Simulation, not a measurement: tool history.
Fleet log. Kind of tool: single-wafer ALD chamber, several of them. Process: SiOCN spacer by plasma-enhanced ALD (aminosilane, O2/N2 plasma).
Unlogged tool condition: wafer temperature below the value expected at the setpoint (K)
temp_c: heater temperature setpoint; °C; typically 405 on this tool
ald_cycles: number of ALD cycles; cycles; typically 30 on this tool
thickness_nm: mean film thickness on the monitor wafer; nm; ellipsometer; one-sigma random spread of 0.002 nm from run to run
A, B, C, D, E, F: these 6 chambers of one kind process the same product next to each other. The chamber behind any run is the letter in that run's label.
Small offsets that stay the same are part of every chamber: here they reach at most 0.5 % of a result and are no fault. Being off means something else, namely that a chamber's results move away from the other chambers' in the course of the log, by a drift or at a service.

run,hour,temp_c,ald_cycles,hours since the last thermocouple change,"read-back reference wafer on the same gauge, thickness_nm",thickness_nm
# hour 1.8: chamber B: thermocouple changed; heater temperature recalibrated
1A,12.3,405,30,1458.7,1.6901,1.7847
2E,25.3,405,30,175.8,1.6896,1.7786
# hour 26.2: chamber A: thermocouple changed; heater temperature recalibrated
3F,31.2,405,30,74.0,1.6895,1.7760
4D,43.2,405,30,564.2,1.6890,1.7768
5B,53.2,405,30,51.5,1.6882,1.7856
6C,63.1,405,30,1356.6,1.6888,1.7743
7B,71.1,405,30,69.4,1.6894,1.7830
8F,78.5,405,30,121.3,1.6887,1.7773
9C,91.5,405,30,1385.0,1.6881,1.7735
10A,102.3,405,25,76.1,1.6881,1.4847
11D,110.5,405,25,631.5,1.6878,1.4816
12E,116.7,405,25,267.2,1.6876,1.4790
13E,127.2,405,25,277.7,1.6880,1.4780
14C,137.7,405,25,1431.2,1.6872,1.4759
15D,150.7,405,25,671.7,1.6870,1.4793
16F,159.2,405,30,202.0,1.6871,1.7734
17B,170.2,405,30,168.5,1.6866,1.7842
18A,177.7,405,30,151.5,1.6865,1.7776
19F,188.5,405,30,231.3,1.6864,1.7768
20D,196.5,405,24,717.5,1.6863,1.4210
21E,206.2,405,24,356.7,1.6860,1.4213
22C,214.8,405,24,1508.3,1.6859,1.4173
23A,223.5,405,24,197.3,1.6857,1.4236
24B,231.7,405,24,230.0,1.6860,1.4217
25F,237.9,405,24,280.7,1.6852,1.4169
26C,249.9,405,30,1543.4,1.6851,1.7705
27D,262.8,405,30,783.8,1.6850,1.7728
28E,273.0,405,30,423.5,1.6851,1.7719
29A,283.8,405,30,257.6,1.6846,1.7785
30B,292.0,405,30,290.3,1.6842,1.7802
31A,303.6,405,30,277.4,1.6845,1.7747
32C,311.6,405,30,1605.1,1.6837,1.7682
33D,320.9,405,30,841.9,1.6838,1.7696
34E,332.3,405,30,482.8,1.6834,1.7725
35F,343.1,405,30,385.9,1.6838,1.7713
36B,354.7,405,30,353.0,1.6836,1.7797
37F,363.8,405,30,406.6,1.6833,1.7722
38C,374.0,405,30,1667.5,1.6825,1.7683
39A,384.2,405,30,358.0,1.6825,1.7705
40D,394.4,405,30,915.4,1.6820,1.7718

The same settings go to every chamber for the next run, one line per chamber below. Forecast the results for each:
41A,403.9,393,30,,,?
41B,403.9,393,30,,,?
41C,403.9,393,30,,,?
41D,403.9,393,30,,,?
41E,403.9,393,30,,,?
41F,403.9,393,30,,,?

run,thickness_nm
41A,1.7989
41B,1.8027
41C,1.7905
41D,1.7985
41E,1.7976
41F,1.7981

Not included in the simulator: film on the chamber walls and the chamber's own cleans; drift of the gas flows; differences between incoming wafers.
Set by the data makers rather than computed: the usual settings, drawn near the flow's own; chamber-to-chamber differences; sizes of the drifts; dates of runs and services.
